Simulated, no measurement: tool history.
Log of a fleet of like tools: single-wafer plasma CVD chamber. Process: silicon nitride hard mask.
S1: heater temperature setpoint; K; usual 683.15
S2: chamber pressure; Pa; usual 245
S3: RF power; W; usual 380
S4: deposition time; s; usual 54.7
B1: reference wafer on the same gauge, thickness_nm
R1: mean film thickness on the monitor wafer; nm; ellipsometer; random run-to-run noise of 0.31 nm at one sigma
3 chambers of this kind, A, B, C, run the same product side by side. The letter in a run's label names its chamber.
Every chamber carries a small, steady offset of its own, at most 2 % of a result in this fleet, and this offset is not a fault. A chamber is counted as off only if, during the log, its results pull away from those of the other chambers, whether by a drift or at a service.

run,hour,S1,S2,S3,S4,B1,R1
1A,8.2,683.15,245,380,54.7,89.258,76.660
2C,15.3,683.15,245,380,54.7,89.079,75.798
3B,25.9,683.15,245,380,54.7,89.168,74.617
4C,36.0,683.15,245,380,54.7,89.175,75.231
5A,45.8,683.15,245,380,64.6,89.312,90.404
6B,57.2,683.15,245,380,64.6,89.150,88.351
7C,71.3,683.15,245,380,64.6,89.300,89.079
8A,85.5,683.15,245,380,54.7,89.183,76.162
9B,97.4,683.15,245,380,54.7,89.223,74.505
10B,106.2,683.15,245,380,54.7,89.275,74.961
11C,115.0,697.15,245,415,54.7,89.216,79.214
12A,129.8,697.15,245,415,54.7,89.223,79.642
13A,139.7,697.15,245,415,54.7,89.160,80.128
14C,148.2,683.15,245,380,54.7,89.180,75.682
15B,156.8,683.15,293,410,54.7,89.148,81.746
16A,169.7,683.15,293,410,54.7,89.275,84.175
17C,183.6,683.15,293,410,54.7,89.179,82.617
18B,198.3,683.15,245,380,54.7,89.142,74.372
19C,211.8,683.15,245,380,44.1,89.126,61.133
# hour 218.6: chamber A: thermocouple changed; heater temperature recalibrated
20A,221.4,683.15,245,380,44.1,89.041,61.625
21B,234.7,683.15,245,380,44.1,89.103,60.160
22B,248.0,683.15,245,380,54.7,89.192,74.987
23A,255.8,683.15,245,330,48.7,89.298,62.300
24C,263.5,683.15,245,330,48.7,89.245,61.537
25C,274.4,683.15,245,330,48.7,89.204,61.785
26A,285.4,683.15,245,380,54.7,89.114,75.982
27B,293.5,683.15,245,380,54.7,89.188,74.297
28C,308.4,683.15,245,380,54.7,89.206,74.978
29A,322.4,683.15,245,380,54.7,89.292,76.438

Has any chamber moved away from the others, gradually or after a service, or does the common gauge drift, or do the chambers differ only by their own small steady offsets? State the chamber and the most likely cause if one applies.

Neither any chamber nor the gauge drifts; the chambers differ only by their own small, steady offsets.

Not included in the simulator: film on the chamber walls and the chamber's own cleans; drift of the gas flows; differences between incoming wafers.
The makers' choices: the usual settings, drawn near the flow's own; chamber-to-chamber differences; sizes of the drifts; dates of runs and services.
